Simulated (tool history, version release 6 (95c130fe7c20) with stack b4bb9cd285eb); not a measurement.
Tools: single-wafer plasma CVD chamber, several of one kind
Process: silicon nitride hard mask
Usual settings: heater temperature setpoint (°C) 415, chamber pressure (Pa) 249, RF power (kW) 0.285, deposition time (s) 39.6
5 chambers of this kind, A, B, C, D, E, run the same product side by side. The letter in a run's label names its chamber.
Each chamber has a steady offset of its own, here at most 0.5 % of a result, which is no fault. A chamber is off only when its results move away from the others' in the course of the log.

run	day	heater temperature setpoint (°C)	chamber pressure (Pa)	RF power (kW)	deposition time (s)	hours since the last thermocouple change	hours since the last RF generator calibration	hours since the last manometer calibration	read-back reference wafer on the same gauge, thickness_nm	mean film thickness on the monitor wafer (angstrom)
1C	0.288	415	249	0.285	39.6	761.2	1531.7	322.9	43.089	455.09
2D	0.642	415	249	0.285	39.6	1096.7	113.8	1915.7	43.097	457.5
3E	1	415	249	0.285	39.6	1800.8	185	420	43.078	458.25
4A	1.404	415	249	0.285	39.6	966.7	806.8	234.8	43.067	458.89
5B	1.733	415	249	0.285	39.6	1304.4	964	847.6	43.066	456.9
# day 1.796: chamber D: thermocouple changed; heater temperature recalibrated
6A	2.154	415	249	0.285	39.6	984.7	824.8	252.8	43.054	460.82
7C	2.496	415	249	0.285	39.6	814.2	1584.7	375.9	43.052	455.98
8E	2.867	415	249	0.285	39.6	1845.6	229.8	464.8	43.042	459.27
9B	3.3	415	249	0.285	39.6	1342	1001.6	885.2	43.027	456.39
10D	3.667	415	249	0.285	39.6	44.9	186.4	1988.3	43.043	458.26
11A	4.242	415	249	0.285	39.6	1034.8	874.9	302.9	43.025	458.19
12C	4.712	415	249	0.285	39.6	867.4	1637.9	429.1	43.009	454.69
13E	5.154	415	249	0.285	39.6	1900.5	284.7	519.7	42.997	457.53
14D	5.492	415	249	0.305	39.6	88.7	230.2	2032.1	42.983	478.37
# day 5.617: chamber A: RF generator calibrated
15B	5.962	415	249	0.305	39.6	1405.9	1065.5	949.1	43.007	478.22
16C	6.4	415	249	0.305	39.6	907.9	1678.4	469.6	42.981	475.57
17A	6.842	415	249	0.305	39.6	1097.2	29.5	365.3	42.983	479.02
18D	7.388	415	249	0.305	39.6	134.2	275.7	2077.6	42.976	477.24
19E	7.808	415	249	0.285	39.6	1964.2	348.4	583.4	42.941	456.61
# day 7.938: chamber B: thermocouple changed; heater temperature recalibrated
20B	8.117	415	249	0.285	39.6	4.3	1117.2	1000.8	42.974	454.97
21E	8.508	415	249	0.285	39.6	1981	365.2	600.2	42.933	457.01
22C	8.783	415	249	0.285	39.6	965.1	1735.6	526.8	42.956	453.72
23B	9.329	415	249	0.285	39.6	33.4	1146.3	1029.9	42.916	454.97
24D	9.812	415	249	0.285	39.6	192.4	333.9	2135.8	42.912	456.11
25A	10.125	415	249	0.285	39.6	1176	108.3	444.1	42.903	457.22
26A	10.442	415	249	0.285	39.6	1183.6	115.9	451.7	42.9	457.26
27C	11.021	415	249	0.285	39.6	1018.8	1789.3	580.5	42.922	452.99
28D	11.508	415	249	0.25	44.9	233.1	374.6	2176.5	42.906	472.74
29B	11.838	415	249	0.25	44.9	93.6	1206.5	1090.1	42.896	466.42
30E	12.225	415	249	0.25	44.9	2070.2	454.4	689.4	42.888	470.87
31D	12.65	415	249	0.25	44.9	260.5	402	2203.9	42.851	471.87
32C	13	415	249	0.25	44.9	1066.3	1836.8	628	42.859	468.37
33A	13.379	415	249	0.285	39.6	1254.1	186.4	522.2	42.859	457.09
34B	13.775	415	249	0.285	39.6	140.1	1253	1136.6	42.852	453.89
35E	14.092	415	249	0.285	39.6	2115	499.2	734.2	42.849	456.13
36B	14.396	415	249	0.285	39.6	155	1267.9	1151.5	42.838	452.77
37C	14.879	415	249	0.285	39.6	1111.4	1881.9	673.1	42.827	452.3
38A	15.4	415	249	0.265	32.7	1302.6	234.9	570.7	42.828	357.18
39D	15.846	415	249	0.265	32.7	337.2	478.7	2280.6	42.82	358.21

All 5 chambers run these settings next. Forecast each chamber's results:
40A	16.267	415	249	0.285	39.6					?
40B	16.267	415	249	0.285	39.6					?
40C	16.267	415	249	0.285	39.6					?
40D	16.267	415	249	0.285	39.6					?
40E	16.267	415	249	0.285	39.6					?

run	mean film thickness on the monitor wafer (angstrom)
40A	457.49
40B	453.12
40C	451.68
40D	454.43
40E	456.49

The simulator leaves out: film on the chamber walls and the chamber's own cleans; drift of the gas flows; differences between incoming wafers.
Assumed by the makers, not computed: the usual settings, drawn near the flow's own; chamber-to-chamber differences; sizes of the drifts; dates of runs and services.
